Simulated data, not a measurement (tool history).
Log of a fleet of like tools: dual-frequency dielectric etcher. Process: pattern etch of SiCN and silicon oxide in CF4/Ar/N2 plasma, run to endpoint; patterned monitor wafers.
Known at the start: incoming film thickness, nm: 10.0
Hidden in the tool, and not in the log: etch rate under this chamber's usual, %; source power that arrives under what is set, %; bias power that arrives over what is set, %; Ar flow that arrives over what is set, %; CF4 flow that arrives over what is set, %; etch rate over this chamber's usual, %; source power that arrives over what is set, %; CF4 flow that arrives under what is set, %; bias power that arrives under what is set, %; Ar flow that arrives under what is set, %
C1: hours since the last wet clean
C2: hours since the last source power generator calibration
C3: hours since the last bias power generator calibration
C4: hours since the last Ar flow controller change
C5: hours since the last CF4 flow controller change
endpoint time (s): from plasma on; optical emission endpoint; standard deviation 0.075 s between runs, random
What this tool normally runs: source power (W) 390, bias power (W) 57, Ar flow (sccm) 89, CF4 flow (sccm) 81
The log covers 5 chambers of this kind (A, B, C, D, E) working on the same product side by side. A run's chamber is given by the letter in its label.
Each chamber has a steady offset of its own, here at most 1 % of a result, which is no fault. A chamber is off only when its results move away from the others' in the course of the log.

{"run": "1A", "hour": 4.9, "source power (W)": 390, "bias power (W)": 57, "Ar flow (sccm)": 89, "CF4 flow (sccm)": 81, "C1": 188.5, "C2": 1468.4, "C3": 1918.5, "C4": 4377.9, "C5": 499.6, "endpoint time (s)": 13.674}
{"run": "2C", "hour": 10.0, "source power (W)": 390, "bias power (W)": 57, "Ar flow (sccm)": 89, "CF4 flow (sccm)": 81, "C1": 455.7, "C2": 757.3, "C3": 2197.8, "C4": 488.7, "C5": 647.3, "endpoint time (s)": 13.783}
{"run": "3D", "hour": 16.2, "source power (W)": 390, "bias power (W)": 57, "Ar flow (sccm)": 89, "CF4 flow (sccm)": 81, "C1": 481.4, "C2": 1363.6, "C3": 1072.2, "C4": 3520.4, "C5": 2978.2, "endpoint time (s)": 13.714}
{"run": "4E", "hour": 23.4, "source power (W)": 390, "bias power (W)": 57, "Ar flow (sccm)": 89, "CF4 flow (sccm)": 81, "C1": 318.5, "C2": 2814.1, "C3": 1789.8, "C4": 2495.3, "C5": 3369.8, "endpoint time (s)": 13.687}
{"run": "5B", "hour": 27.7, "source power (W)": 390, "bias power (W)": 57, "Ar flow (sccm)": 89, "CF4 flow (sccm)": 81, "C1": 214.6, "C2": 2068.8, "C3": 347.2, "C4": 2481.1, "C5": 228.3, "endpoint time (s)": 13.709}
{"run": "6C", "hour": 36.0, "source power (W)": 390, "bias power (W)": 57, "Ar flow (sccm)": 89, "CF4 flow (sccm)": 81, "C1": 481.7, "C2": 783.3, "C3": 2223.8, "C4": 514.7, "C5": 673.3, "endpoint time (s)": 13.832}
{"run": "7D", "hour": 43.0, "source power (W)": 390, "bias power (W)": 57, "Ar flow (sccm)": 89, "CF4 flow (sccm)": 81, "C1": 508.2, "C2": 1390.4, "C3": 1099.0, "C4": 3547.2, "C5": 3005.0, "endpoint time (s)": 13.713}
{"hour": 46.9, "done": "chamber D: wet clean of the chamber"}
{"run": "8A", "hour": 47.7, "source power (W)": 390, "bias power (W)": 57, "Ar flow (sccm)": 89, "CF4 flow (sccm)": 81, "C1": 231.3, "C2": 1511.2, "C3": 1961.3, "C4": 4420.7, "C5": 542.4, "endpoint time (s)": 13.808}
{"run": "9E", "hour": 56.2, "source power (W)": 390, "bias power (W)": 57, "Ar flow (sccm)": 89, "CF4 flow (sccm)": 81, "C1": 351.3, "C2": 2846.9, "C3": 1822.6, "C4": 2528.1, "C5": 3402.6, "endpoint time (s)": 13.522}
{"run": "10B", "hour": 64.8, "source power (W)": 310, "bias power (W)": 64, "Ar flow (sccm)": 89, "CF4 flow (sccm)": 81, "C1": 251.7, "C2": 2105.9, "C3": 384.3, "C4": 2518.2, "C5": 265.4, "endpoint time (s)": 16.138}
{"hour": 71.4, "done": "chamber C: wet clean of the chamber"}
{"run": "11E", "hour": 71.5, "source power (W)": 310, "bias power (W)": 64, "Ar flow (sccm)": 89, "CF4 flow (sccm)": 81, "C1": 366.6, "C2": 2862.2, "C3": 1837.9, "C4": 2543.4, "C5": 3417.9, "endpoint time (s)": 16.149}
{"run": "12A", "hour": 78.9, "source power (W)": 310, "bias power (W)": 64, "Ar flow (sccm)": 89, "CF4 flow (sccm)": 81, "C1": 262.5, "C2": 1542.4, "C3": 1992.5, "C4": 4451.9, "C5": 573.6, "endpoint time (s)": 16.515}
{"run": "13C", "hour": 87.9, "source power (W)": 310, "bias power (W)": 64, "Ar flow (sccm)": 89, "CF4 flow (sccm)": 81, "C1": 16.5, "C2": 835.2, "C3": 2275.7, "C4": 566.6, "C5": 725.2, "endpoint time (s)": 16.271}
{"hour": 88.3, "done": "chamber E: Ar flow controller replaced"}
{"run": "14D", "hour": 94.7, "source power (W)": 310, "bias power (W)": 64, "Ar flow (sccm)": 89, "CF4 flow (sccm)": 81, "C1": 47.9, "C2": 1442.1, "C3": 1150.7, "C4": 3598.9, "C5": 3056.7, "endpoint time (s)": 16.182}
{"run": "15B", "hour": 102.5, "source power (W)": 390, "bias power (W)": 57, "Ar flow (sccm)": 89, "CF4 flow (sccm)": 81, "C1": 289.4, "C2": 2143.6, "C3": 422.0, "C4": 2555.9, "C5": 303.1, "endpoint time (s)": 13.751}
{"run": "16B", "hour": 107.5, "source power (W)": 390, "bias power (W)": 57, "Ar flow (sccm)": 89, "CF4 flow (sccm)": 81, "C1": 294.4, "C2": 2148.6, "C3": 427.0, "C4": 2560.9, "C5": 308.1, "endpoint time (s)": 13.607}
{"run": "17A", "hour": 114.6, "source power (W)": 390, "bias power (W)": 68, "Ar flow (sccm)": 89, "CF4 flow (sccm)": 81, "C1": 298.2, "C2": 1578.1, "C3": 2028.2, "C4": 4487.6, "C5": 609.3, "endpoint time (s)": 13.221}
{"run": "18C", "hour": 124.2, "source power (W)": 390, "bias power (W)": 68, "Ar flow (sccm)": 89, "CF4 flow (sccm)": 81, "C1": 52.8, "C2": 871.5, "C3": 2312.0, "C4": 602.9, "C5": 761.5, "endpoint time (s)": 12.98}
{"hour": 126.5, "done": "chamber B: wet clean of the chamber"}
{"run": "19E", "hour": 128.6, "source power (W)": 390, "bias power (W)": 68, "Ar flow (sccm)": 89, "CF4 flow (sccm)": 81, "C1": 423.7, "C2": 2919.3, "C3": 1895.0, "C4": 40.4, "C5": 3475.0, "endpoint time (s)": 12.982}
{"run": "20D", "hour": 133.0, "source power (W)": 390, "bias power (W)": 68, "Ar flow (sccm)": 89, "CF4 flow (sccm)": 81, "C1": 86.2, "C2": 1480.4, "C3": 1189.0, "C4": 3637.2, "C5": 3095.0, "endpoint time (s)": 12.909}
{"run": "21C", "hour": 138.4, "source power (W)": 390, "bias power (W)": 68, "Ar flow (sccm)": 89, "CF4 flow (sccm)": 81, "C1": 67.0, "C2": 885.7, "C3": 2326.2, "C4": 617.1, "C5": 775.7, "endpoint time (s)": 12.974}
{"run": "22E", "hour": 145.1, "source power (W)": 390, "bias power (W)": 57, "Ar flow (sccm)": 89, "CF4 flow (sccm)": 81, "C1": 440.2, "C2": 2935.8, "C3": 1911.5, "C4": 56.9, "C5": 3491.5, "endpoint time (s)": 13.719}
{"run": "23A", "hour": 150.7, "source power (W)": 390, "bias power (W)": 57, "Ar flow (sccm)": 89, "CF4 flow (sccm)": 81, "C1": 334.3, "C2": 1614.2, "C3": 2064.3, "C4": 4523.7, "C5": 645.4, "endpoint time (s)": 14.133}
{"run": "24B", "hour": 157.9, "source power (W)": 390, "bias power (W)": 57, "Ar flow (sccm)": 89, "CF4 flow (sccm)": 81, "C1": 31.4, "C2": 2199.0, "C3": 477.4, "C4": 2611.3, "C5": 358.5, "endpoint time (s)": 13.678}
{"hour": 164.0, "done": "chamber E: wet clean of the chamber"}
{"run": "25D", "hour": 165.2, "source power (W)": 390, "bias power (W)": 57, "Ar flow (sccm)": 89, "CF4 flow (sccm)": 81, "C1": 118.4, "C2": 1512.6, "C3": 1221.2, "C4": 3669.4, "C5": 3127.2, "endpoint time (s)": 13.634}
{"run": "26A", "hour": 174.1, "source power (W)": 390, "bias power (W)": 57, "Ar flow (sccm)": 89, "CF4 flow (sccm)": 81, "C1": 357.7, "C2": 1637.6, "C3": 2087.7, "C4": 4547.1, "C5": 668.8, "endpoint time (s)": 14.166}
{"run": "27C", "hour": 179.8, "source power (W)": 390, "bias power (W)": 57, "Ar flow (sccm)": 89, "CF4 flow (sccm)": 81, "C1": 108.4, "C2": 927.1, "C3": 2367.6, "C4": 658.5, "C5": 817.1, "endpoint time (s)": 13.799}
{"run": "28E", "hour": 184.7, "source power (W)": 390, "bias power (W)": 57, "Ar flow (sccm)": 89, "CF4 flow (sccm)": 81, "C1": 20.8, "C2": 2975.4, "C3": 1951.1, "C4": 96.5, "C5": 3531.1, "endpoint time (s)": 13.569}
{"run": "29B", "hour": 193.6, "source power (W)": 310, "bias power (W)": 46, "Ar flow (sccm)": 89, "CF4 flow (sccm)": 81, "C1": 67.1, "C2": 2234.7, "C3": 513.1, "C4": 2647.0, "C5": 394.2, "endpoint time (s)": 17.935}
{"run": "30D", "hour": 200.0, "source power (W)": 310, "bias power (W)": 46, "Ar flow (sccm)": 89, "CF4 flow (sccm)": 81, "C1": 153.2, "C2": 1547.4, "C3": 1256.0, "C4": 3704.2, "C5": 3162.0, "endpoint time (s)": 18.049}
{"run": "31D", "hour": 208.7, "source power (W)": 310, "bias power (W)": 46, "Ar flow (sccm)": 89, "CF4 flow (sccm)": 81, "C1": 161.9, "C2": 1556.1, "C3": 1264.7, "C4": 3712.9, "C5": 3170.7, "endpoint time (s)": 18.221}
{"run": "32C", "hour": 218.3, "source power (W)": 310, "bias power (W)": 46, "Ar flow (sccm)": 89, "CF4 flow (sccm)": 81, "C1": 146.9, "C2": 965.6, "C3": 2406.1, "C4": 697.0, "C5": 855.6, "endpoint time (s)": 17.898}
{"run": "33A", "hour": 226.2, "source power (W)": 310, "bias power (W)": 46, "Ar flow (sccm)": 89, "CF4 flow (sccm)": 81, "C1": 409.8, "C2": 1689.7, "C3": 2139.8, "C4": 4599.2, "C5": 720.9, "endpoint time (s)": 18.722}
{"run": "34B", "hour": 232.1, "source power (W)": 390, "bias power (W)": 57, "Ar flow (sccm)": 89, "CF4 flow (sccm)": 81, "C1": 105.6, "C2": 2273.2, "C3": 551.6, "C4": 2685.5, "C5": 432.7, "endpoint time (s)": 13.7}
{"run": "35E", "hour": 237.5, "source power (W)": 320, "bias power (W)": 57, "Ar flow (sccm)": 89, "CF4 flow (sccm)": 81, "C1": 73.6, "C2": 3028.2, "C3": 2003.9, "C4": 149.3, "C5": 3583.9, "endpoint time (s)": 16.467}
{"run": "36D", "hour": 247.1, "source power (W)": 320, "bias power (W)": 57, "Ar flow (sccm)": 89, "CF4 flow (sccm)": 81, "C1": 200.3, "C2": 1594.5, "C3": 1303.1, "C4": 3751.3, "C5": 3209.1, "endpoint time (s)": 16.15}
{"run": "37C", "hour": 254.1, "source power (W)": 320, "bias power (W)": 57, "Ar flow (sccm)": 89, "CF4 flow (sccm)": 81, "C1": 182.7, "C2": 1001.4, "C3": 2441.9, "C4": 732.8, "C5": 891.4, "endpoint time (s)": 16.552}
{"run": "38E", "hour": 261.3, "source power (W)": 320, "bias power (W)": 57, "Ar flow (sccm)": 89, "CF4 flow (sccm)": 81, "C1": 97.4, "C2": 3052.0, "C3": 2027.7, "C4": 173.1, "C5": 3607.7, "endpoint time (s)": 16.442}
{"run": "39B", "hour": 265.9, "source power (W)": 320, "bias power (W)": 57, "Ar flow (sccm)": 89, "CF4 flow (sccm)": 81, "C1": 139.4, "C2": 2307.0, "C3": 585.4, "C4": 2719.3, "C5": 466.5, "endpoint time (s)": 16.413}
{"run": "40A", "hour": 273.0, "source power (W)": 390, "bias power (W)": 57, "Ar flow (sccm)": 89, "CF4 flow (sccm)": 81, "C1": 456.6, "C2": 1736.5, "C3": 2186.6, "C4": 4646.0, "C5": 767.7, "endpoint time (s)": 14.403}
{"run": "41A", "hour": 280.7, "source power (W)": 390, "bias power (W)": 57, "Ar flow (sccm)": 89, "CF4 flow (sccm)": 81, "C1": 464.3, "C2": 1744.2, "C3": 2194.3, "C4": 4653.7, "C5": 775.4, "endpoint time (s)": 14.447}
{"run": "42C", "hour": 285.5, "source power (W)": 390, "bias power (W)": 57, "Ar flow (sccm)": 89, "CF4 flow (sccm)": 81, "C1": 214.1, "C2": 1032.8, "C3": 2473.3, "C4": 764.2, "C5": 922.8, "endpoint time (s)": 13.814}

For the next run the whole fleet of 5 chambers uses the same settings. Give each chamber's results:
{"run": "43A", "hour": 292.6, "source power (W)": 390, "bias power (W)": 57, "Ar flow (sccm)": 89, "CF4 flow (sccm)": 81, "endpoint time (s)": "?"}
{"run": "43B", "hour": 292.6, "source power (W)": 390, "bias power (W)": 57, "Ar flow (sccm)": 89, "CF4 flow (sccm)": 81, "endpoint time (s)": "?"}
{"run": "43C", "hour": 292.6, "source power (W)": 390, "bias power (W)": 57, "Ar flow (sccm)": 89, "CF4 flow (sccm)": 81, "endpoint time (s)": "?"}
{"run": "43D", "hour": 292.6, "source power (W)": 390, "bias power (W)": 57, "Ar flow (sccm)": 89, "CF4 flow (sccm)": 81, "endpoint time (s)": "?"}
{"run": "43E", "hour": 292.6, "source power (W)": 390, "bias power (W)": 57, "Ar flow (sccm)": 89, "CF4 flow (sccm)": 81, "endpoint time (s)": "?"}

run=43A endpoint_time_(s)=14.499
run=43B endpoint_time_(s)=13.717
run=43C endpoint_time_(s)=13.831
run=43D endpoint_time_(s)=13.673
run=43E endpoint_time_(s)=13.735
